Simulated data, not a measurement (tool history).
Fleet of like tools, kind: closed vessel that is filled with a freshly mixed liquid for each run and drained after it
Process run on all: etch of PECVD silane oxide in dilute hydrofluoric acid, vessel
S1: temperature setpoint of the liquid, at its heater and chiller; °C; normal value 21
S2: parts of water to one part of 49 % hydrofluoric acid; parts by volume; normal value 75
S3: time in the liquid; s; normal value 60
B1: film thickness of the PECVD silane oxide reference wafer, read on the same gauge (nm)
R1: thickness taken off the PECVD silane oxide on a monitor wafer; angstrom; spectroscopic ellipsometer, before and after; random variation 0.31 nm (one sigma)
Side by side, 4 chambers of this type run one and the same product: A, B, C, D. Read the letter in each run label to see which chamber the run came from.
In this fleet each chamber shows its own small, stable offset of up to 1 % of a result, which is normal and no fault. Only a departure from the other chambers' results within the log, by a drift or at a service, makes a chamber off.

| run | hour | S1 | S2 | S3 | B1 | R1 |
|---|---|---|---|---|---|---|
| 1B | 3.8 | 21 | 75 | 60 | 110.00 | 373.77 |
| 2A | 8.6 | 21 | 75 | 60 | 109.95 | 364.47 |
| 3D | 11.1 | 21 | 75 | 60 | 109.95 | 363.13 |
| 4C | 14.5 | 21 | 75 | 60 | 110.01 | 369.92 |
| 5D | 17.1 | 21 | 75 | 60 | 110.04 | 365.85 |
| 6A | 22.0 | 21 | 75 | 60 | 110.03 | 358.84 |
| 7B | 24.9 | 21 | 75 | 60 | 109.97 | 362.70 |
| 8C | 29.6 | 21 | 100 | 35 | 110.02 | 156.23 |
| 9B | 32.6 | 21 | 100 | 35 | 110.02 | 156.52 |
| 10D | 36.8 | 21 | 100 | 35 | 110.01 | 155.52 |
| 11C | 41.3 | 21 | 100 | 35 | 110.02 | 154.14 |
| 12A | 45.0 | 21 | 75 | 60 | 110.05 | 361.71 |
| 13A | 47.4 | 21 | 50 | 80 | 109.97 | 751.03 |
| 14D | 52.9 | 21 | 50 | 80 | 109.98 | 764.53 |
| 15B | 55.6 | 21 | 50 | 80 | 110.01 | 760.29 |
| 16C | 60.1 | 21 | 50 | 80 | 109.98 | 756.06 |
| 17A | 65.4 | 21 | 75 | 60 | 109.98 | 363.49 |
| 18D | 70.2 | 21 | 75 | 60 | 109.98 | 367.50 |
| 19C | 73.3 | 21 | 75 | 60 | 109.97 | 363.72 |
| 20B | 78.1 | 21 | 75 | 60 | 109.96 | 391.33 |
| 21A | 82.3 | 21 | 75 | 60 | 110.00 | 365.12 |
| 22D | 86.6 | 21 | 75 | 60 | 110.02 | 362.77 |
| 23B | 90.1 | 21 | 75 | 60 | 110.02 | 398.28 |
| 24C | 94.1 | 21 | 75 | 60 | 109.94 | 363.01 |
| 25C | 99.0 | 21 | 75 | 60 | 110.01 | 367.78 |

Is one chamber out of step, is the gauge drifting, or do the chambers differ by no more than their own small offsets? For an off chamber, give its letter and the likeliest cause.

One chamber, B, drifts off from the rest bit by bit.
What lies behind it: liquid hotter than its thermometer reads (K) = 2.34.
From this log alone, it may not be told apart from: hydrofluoric acid flow above the setpoint (%).

Here are 4 candidates for chamber B's next run, each the usual settings with a change, their results left as question marks. Which one brings its results back in line with what the others give on the usual settings?
In line means no further than this from the other chambers' mean on the usual settings: R1 11.00 angstrom
| 26B-1 | 102.9 | 21.5 | 70 | 60 |  | ? |
| 26B-2 | 102.9 | 20.5 | 80 | 55 |  | ? |
| 26B-3 | 102.9 | 25.5 | 75 | 60 |  | ? |
| 26B-4 | 102.9 | 20.5 | 80 | 60 |  | ? |

The other chambers' mean on the usual settings: R1 365.05 angstrom
| run | R1 |
|---|---|
| 26B-1 | 447.00 |
| 26B-2 | 340.49 |
| 26B-3 | 487.70 |
| 26B-4 | 371.44 |
Change 26B-4 lands the chamber within the allowed miss of the other chambers.
